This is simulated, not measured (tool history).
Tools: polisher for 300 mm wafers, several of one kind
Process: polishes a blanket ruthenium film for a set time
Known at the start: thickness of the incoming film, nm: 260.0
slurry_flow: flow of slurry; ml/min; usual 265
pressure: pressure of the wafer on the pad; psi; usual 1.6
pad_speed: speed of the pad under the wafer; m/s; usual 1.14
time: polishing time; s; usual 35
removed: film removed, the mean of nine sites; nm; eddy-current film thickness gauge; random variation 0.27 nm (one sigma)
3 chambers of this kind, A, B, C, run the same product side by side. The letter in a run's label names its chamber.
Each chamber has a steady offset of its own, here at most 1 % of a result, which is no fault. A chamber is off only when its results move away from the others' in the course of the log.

run,hour,slurry_flow,pressure,pad_speed,time,wafers polished on this pad,hours since the slurry nozzle was cleaned,hours since the head pressure was calibrated,removed
1A,4.3,265,1.6,1.14,35,218,378.2,153.9,39.691
2B,6.8,265,1.6,1.14,35,146,671.4,435.4,40.115
3C,9.6,265,1.6,1.14,35,299,289.2,706.8,40.557
4A,14,265,1.6,1.14,35,323,387.9,163.6,39.701
5C,16.7,265,1.6,1.14,35,375,296.3,713.9,39.73
# hour 20.3: chamber B: slurry nozzle cleaned
6B,21.6,265,1.6,1.14,35,305,1.4,450.2,39.654
7A,25.5,265,1.6,1.14,35,447,399.4,175.1,40.204
8B,29.2,265,1.6,1.14,35,387,9,457.8,39.999
9C,34.6,265,1.6,1.14,35,569,314.2,731.8,39.904
10B,37,265,1.6,1.14,35,472,16.8,465.6,39.609
11A,42,265,1.6,1.14,35,625,415.9,191.6,39.895
12C,46,265,1.6,1.14,35,692,325.6,743.2,39.862
13C,50.7,265,1.6,1.14,35,742,330.3,747.9,40.159
14A,54.6,265,1.6,1.14,35,761,428.5,204.2,39.913
# hour 55: chamber B: worn pad replaced by a new one
15B,59.8,265,1.6,1.14,35,52,39.6,488.4,40.024
16A,63.2,265,1.6,1.14,35,854,437.1,212.8,39.959
17B,68.1,265,1.6,1.14,35,142,47.9,496.7,39.984
# hour 70.2: chamber A: worn pad replaced by a new one
18C,70.8,265,1.6,1.14,35,959,350.4,768,40.088
19A,75.4,265,1.6,1.14,35,56,449.3,225,39.933
20C,79.1,265,1.6,1.14,35,1049,358.7,776.3,40.309
21B,83.3,265,1.6,1.14,35,306,63.1,511.9,39.965
22C,87.5,265,1.6,1.14,35,1139,367.1,784.7,39.81
23B,92.5,265,1.6,1.14,35,405,72.3,521.1,39.842
24A,97.7,265,1.6,1.14,35,296,471.6,247.3,39.984
# hour 98.2: chamber C: worn pad replaced by a new one
25A,101.7,265,1.6,1.14,35,340,475.6,251.3,40.129
26B,106.7,265,1.6,1.14,35,558,86.5,535.3,39.953
27C,109.5,265,1.6,1.14,35,122,389.1,806.7,40.056
# hour 112.6: chamber B: head pressure recalibrated
28A,112.9,265,1.6,1.14,27,460,486.8,262.5,30.781
29B,115.8,265,1.6,1.14,27,656,95.6,3.3,30.879
30C,119.5,265,1.6,1.14,27,230,399.1,816.7,30.913

Next, every chamber runs the same settings. What will each give?
31A,123.4,265,1.6,1.14,35,,,,?
31B,123.4,265,1.6,1.14,35,,,,?
31C,123.4,265,1.6,1.14,35,,,,?

run,removed
31A,39.863
31B,39.823
31C,39.75

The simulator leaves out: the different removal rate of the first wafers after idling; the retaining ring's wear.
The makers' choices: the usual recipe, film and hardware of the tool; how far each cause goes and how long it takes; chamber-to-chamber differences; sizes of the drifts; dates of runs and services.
